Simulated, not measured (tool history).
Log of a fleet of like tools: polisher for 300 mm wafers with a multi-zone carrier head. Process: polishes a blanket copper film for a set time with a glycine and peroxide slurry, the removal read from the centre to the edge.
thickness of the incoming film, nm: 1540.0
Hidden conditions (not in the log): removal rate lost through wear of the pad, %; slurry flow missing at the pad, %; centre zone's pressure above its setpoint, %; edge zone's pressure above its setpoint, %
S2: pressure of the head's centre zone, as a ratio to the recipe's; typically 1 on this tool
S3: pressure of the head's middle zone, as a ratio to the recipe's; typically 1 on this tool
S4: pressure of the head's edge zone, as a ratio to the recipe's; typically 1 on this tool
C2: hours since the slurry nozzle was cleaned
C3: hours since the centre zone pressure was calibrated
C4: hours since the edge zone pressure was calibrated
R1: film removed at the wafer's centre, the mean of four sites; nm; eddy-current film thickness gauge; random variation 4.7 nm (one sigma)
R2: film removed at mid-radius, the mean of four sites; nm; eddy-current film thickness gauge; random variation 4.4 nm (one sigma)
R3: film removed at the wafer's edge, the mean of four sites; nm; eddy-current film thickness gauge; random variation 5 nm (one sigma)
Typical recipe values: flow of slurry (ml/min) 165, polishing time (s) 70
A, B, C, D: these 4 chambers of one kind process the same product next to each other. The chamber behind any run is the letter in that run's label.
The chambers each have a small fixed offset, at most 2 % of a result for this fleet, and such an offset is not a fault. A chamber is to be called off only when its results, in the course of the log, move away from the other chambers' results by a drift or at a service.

run 1B hour=6.1 | flow_of_slurry_(ml/min)=165 S2=1 S3=1 S4=1 polishing_time_(s)=70 | wafers_polished_on_this_pad=143 C2=435.6 C3=332.9 C4=342.8 | R1=552.67 R2=545.19 R3=554.55
-- hour=11.8 chamber C: slurry nozzle cleaned
run 2D hour=14 | flow_of_slurry_(ml/min)=165 S2=1 S3=1 S4=1 polishing_time_(s)=70 | wafers_polished_on_this_pad=105 C2=280.4 C3=244.7 C4=620.7 | R1=550.59 R2=559.06 R3=556.95
run 3C hour=19.3 | flow_of_slurry_(ml/min)=165 S2=1 S3=1 S4=1 polishing_time_(s)=70 | wafers_polished_on_this_pad=1047 C2=7.6 C3=754.8 C4=328.3 | R1=564.92 R2=552.49 R3=545.44
run 4A hour=26.9 | flow_of_slurry_(ml/min)=165 S2=1 S3=1 S4=1 polishing_time_(s)=70 | wafers_polished_on_this_pad=599 C2=624.2 C3=883.5 C4=53.2 | R1=561.97 R2=550 R3=554.77
run 5C hour=32.8 | flow_of_slurry_(ml/min)=165 S2=1.09 S3=1 S4=1 polishing_time_(s)=70 | wafers_polished_on_this_pad=1136 C2=21.1 C3=768.3 C4=341.8 | R1=622.8 R2=556.85 R3=549.16
run 6A hour=39.7 | flow_of_slurry_(ml/min)=165 S2=1.09 S3=1 S4=1 polishing_time_(s)=70 | wafers_polished_on_this_pad=683 C2=637 C3=896.3 C4=66 | R1=612.38 R2=545.93 R3=549.47
run 7D hour=47.3 | flow_of_slurry_(ml/min)=165 S2=1.09 S3=1 S4=1 polishing_time_(s)=70 | wafers_polished_on_this_pad=325 C2=313.7 C3=278 C4=654 | R1=609.04 R2=553.36 R3=552.69
run 8B hour=52.9 | flow_of_slurry_(ml/min)=165 S2=1.09 S3=1 S4=1 polishing_time_(s)=70 | wafers_polished_on_this_pad=451 C2=482.4 C3=379.7 C4=389.6 | R1=613.87 R2=549.09 R3=551.11
run 9D hour=58.7 | flow_of_slurry_(ml/min)=165 S2=1 S3=1 S4=1 polishing_time_(s)=70 | wafers_polished_on_this_pad=400 C2=325.1 C3=289.4 C4=665.4 | R1=553.85 R2=552.01 R3=548.52
run 10A hour=63.2 | flow_of_slurry_(ml/min)=165 S2=1 S3=1 S4=1 polishing_time_(s)=70 | wafers_polished_on_this_pad=838 C2=660.5 C3=919.8 C4=89.5 | R1=557.03 R2=546.36 R3=549.76
-- hour=63.8 chamber A: centre zone pressure recalibrated
run 11B hour=68.2 | flow_of_slurry_(ml/min)=165 S2=1 S3=1 S4=1 polishing_time_(s)=70 | wafers_polished_on_this_pad=552 C2=497.7 C3=395 C4=404.9 | R1=556.97 R2=547.44 R3=561.42
run 12C hour=72.4 | flow_of_slurry_(ml/min)=165 S2=1 S3=1 S4=1 polishing_time_(s)=70 | wafers_polished_on_this_pad=1397 C2=60.7 C3=807.9 C4=381.4 | R1=562.25 R2=555.01 R3=547.69
-- hour=74.4 chamber C: worn pad replaced by a new one
run 13C hour=77.6 | flow_of_slurry_(ml/min)=165 S2=1 S3=1 S4=1 polishing_time_(s)=70 | wafers_polished_on_this_pad=21 C2=65.9 C3=813.1 C4=386.6 | R1=551.75 R2=555.69 R3=551.05
run 14B hour=85.5 | flow_of_slurry_(ml/min)=165 S2=1 S3=1 S4=1 polishing_time_(s)=70 | wafers_polished_on_this_pad=666 C2=515 C3=412.3 C4=422.2 | R1=554.8 R2=556.01 R3=553.93
-- hour=93.2 chamber A: worn pad replaced by a new one
run 15A hour=93.2 | flow_of_slurry_(ml/min)=165 S2=1 S3=1 S4=1 polishing_time_(s)=70 | wafers_polished_on_this_pad=0 C2=690.5 C3=29.4 C4=119.5 | R1=562.93 R2=550.88 R3=551.47
run 16D hour=100.6 | flow_of_slurry_(ml/min)=165 S2=1 S3=1 S4=1 polishing_time_(s)=70 | wafers_polished_on_this_pad=676 C2=367 C3=331.3 C4=707.3 | R1=540.75 R2=546.98 R3=545.64
-- hour=100.8 chamber D: worn pad replaced by a new one
run 17B hour=106.4 | flow_of_slurry_(ml/min)=165 S2=1 S3=1 S4=1 polishing_time_(s)=70 | wafers_polished_on_this_pad=804 C2=535.9 C3=433.2 C4=443.1 | R1=558.18 R2=559.11 R3=552.23
run 18C hour=114 | flow_of_slurry_(ml/min)=190 S2=1 S3=1 S4=1 polishing_time_(s)=70 | wafers_polished_on_this_pad=261 C2=102.3 C3=849.5 C4=423 | R1=578.65 R2=566.16 R3=557.97
run 19D hour=118.2 | flow_of_slurry_(ml/min)=190 S2=1 S3=1 S4=1 polishing_time_(s)=70 | wafers_polished_on_this_pad=115 C2=384.6 C3=348.9 C4=724.9 | R1=550.74 R2=554.89 R3=551.52
run 20A hour=122.3 | flow_of_slurry_(ml/min)=190 S2=1 S3=1 S4=1 polishing_time_(s)=70 | wafers_polished_on_this_pad=191 C2=719.6 C3=58.5 C4=148.6 | R1=571.76 R2=564.77 R3=557.55
-- hour=124.3 chamber B: slurry nozzle cleaned
run 21B hour=126 | flow_of_slurry_(ml/min)=190 S2=1 S3=1 S4=1 polishing_time_(s)=70 | wafers_polished_on_this_pad=933 C2=1.7 C3=452.8 C4=462.7 | R1=564.18 R2=571.33 R3=559.99
run 22D hour=131.3 | flow_of_slurry_(ml/min)=165 S2=1 S3=1 S4=1 polishing_time_(s)=70 | wafers_polished_on_this_pad=201 C2=397.7 C3=362 C4=738 | R1=527.84 R2=544.31 R3=538.46
run 23A hour=139.1 | flow_of_slurry_(ml/min)=165 S2=1 S3=1 S4=1 polishing_time_(s)=70 | wafers_polished_on_this_pad=302 C2=736.4 C3=75.3 C4=165.4 | R1=562.83 R2=554.15 R3=550.04
run 24C hour=144.3 | flow_of_slurry_(ml/min)=165 S2=1 S3=1 S4=1 polishing_time_(s)=70 | wafers_polished_on_this_pad=461 C2=132.6 C3=879.8 C4=453.3 | R1=562.24 R2=553.87 R3=546.42
run 25C hour=152.5 | flow_of_slurry_(ml/min)=165 S2=1 S3=1 S4=1 polishing_time_(s)=70 | wafers_polished_on_this_pad=515 C2=140.8 C3=888 C4=461.5 | R1=553.98 R2=561 R3=555.05
run 26A hour=158.8 | flow_of_slurry_(ml/min)=165 S2=1 S3=1 S4=1 polishing_time_(s)=70 | wafers_polished_on_this_pad=432 C2=756.1 C3=95 C4=185.1 | R1=560.76 R2=556.06 R3=557.07
-- hour=161.4 chamber B: worn pad replaced by a new one
run 27B hour=166.8 | flow_of_slurry_(ml/min)=165 S2=1 S3=1 S4=1 polishing_time_(s)=70 | wafers_polished_on_this_pad=36 C2=42.5 C3=493.6 C4=503.5 | R1=566.02 R2=553.65 R3=551.51
run 28D hour=172.4 | flow_of_slurry_(ml/min)=165 S2=1 S3=1 S4=1 polishing_time_(s)=70 | wafers_polished_on_this_pad=472 C2=438.8 C3=403.1 C4=779.1 | R1=533.06 R2=520.03 R3=536.43
run 29D hour=179.7 | flow_of_slurry_(ml/min)=165 S2=1 S3=1 S4=1.06 polishing_time_(s)=83 | wafers_polished_on_this_pad=520 C2=446.1 C3=410.4 C4=786.4 | R1=616.65 R2=625.29 R3=638.81
run 30B hour=184 | flow_of_slurry_(ml/min)=165 S2=1 S3=1 S4=1.06 polishing_time_(s)=83 | wafers_polished_on_this_pad=149 C2=59.7 C3=510.8 C4=520.7 | R1=660.08 R2=659.57 R3=682.52
run 31C hour=188.5 | flow_of_slurry_(ml/min)=165 S2=1 S3=1 S4=1.06 polishing_time_(s)=83 | wafers_polished_on_this_pad=752 C2=176.8 C3=924 C4=497.5 | R1=667.21 R2=658.13 R3=668.14
run 32A hour=194.2 | flow_of_slurry_(ml/min)=165 S2=1 S3=1 S4=1.06 polishing_time_(s)=83 | wafers_polished_on_this_pad=665 C2=791.5 C3=130.4 C4=220.5 | R1=668.12 R2=643.78 R3=675.46

One chamber off, gauge drift, or nothing amiss beyond the chambers' own small offsets? If it is a chamber, which one, and what is the likeliest cause?

Little by little, chamber D moves away from the other chambers.
What lies behind it: slurry flow missing at the pad, % = 26.

Chamber D could run next with any of the 4 candidate recipes listed below; each alters the usual settings, and their results appear as question marks. Which one brings its results back in line with what the other chambers deliver on the usual settings?
In-line tolerance around the mean of the other chambers on the usual settings: R1 17 nm; R2 15 nm; R3 17 nm
run 33D-1 hour=200.3 | flow_of_slurry_(ml/min)=165 S2=1.01 S3=1 S4=1 polishing_time_(s)=71 | R1=? R2=? R3=?
run 33D-2 hour=200.3 | flow_of_slurry_(ml/min)=170 S2=1.02 S3=1.01 S4=0.99 polishing_time_(s)=73 | R1=? R2=? R3=?
run 33D-3 hour=200.3 | flow_of_slurry_(ml/min)=165 S2=0.99 S3=1 S4=1 polishing_time_(s)=69 | R1=? R2=? R3=?
run 33D-4 hour=200.3 | flow_of_slurry_(ml/min)=160 S2=0.98 S3=0.99 S4=1.01 polishing_time_(s)=67 | R1=? R2=? R3=?

On the usual settings, the other chambers give on average: R1 558.83 nm; R2 554.63 nm; R3 552.85 nm
run=33D-1 R1=528.07 R2=532.38 R3=535.77
run=33D-2 R1=553.21 R2=556.08 R3=550.48
run=33D-3 R1=501.94 R2=517.44 R3=520.68
run=33D-4 R1=477.95 R2=494.33 R3=505.78
Change 33D-2 lands the chamber within the allowed miss of the other chambers.
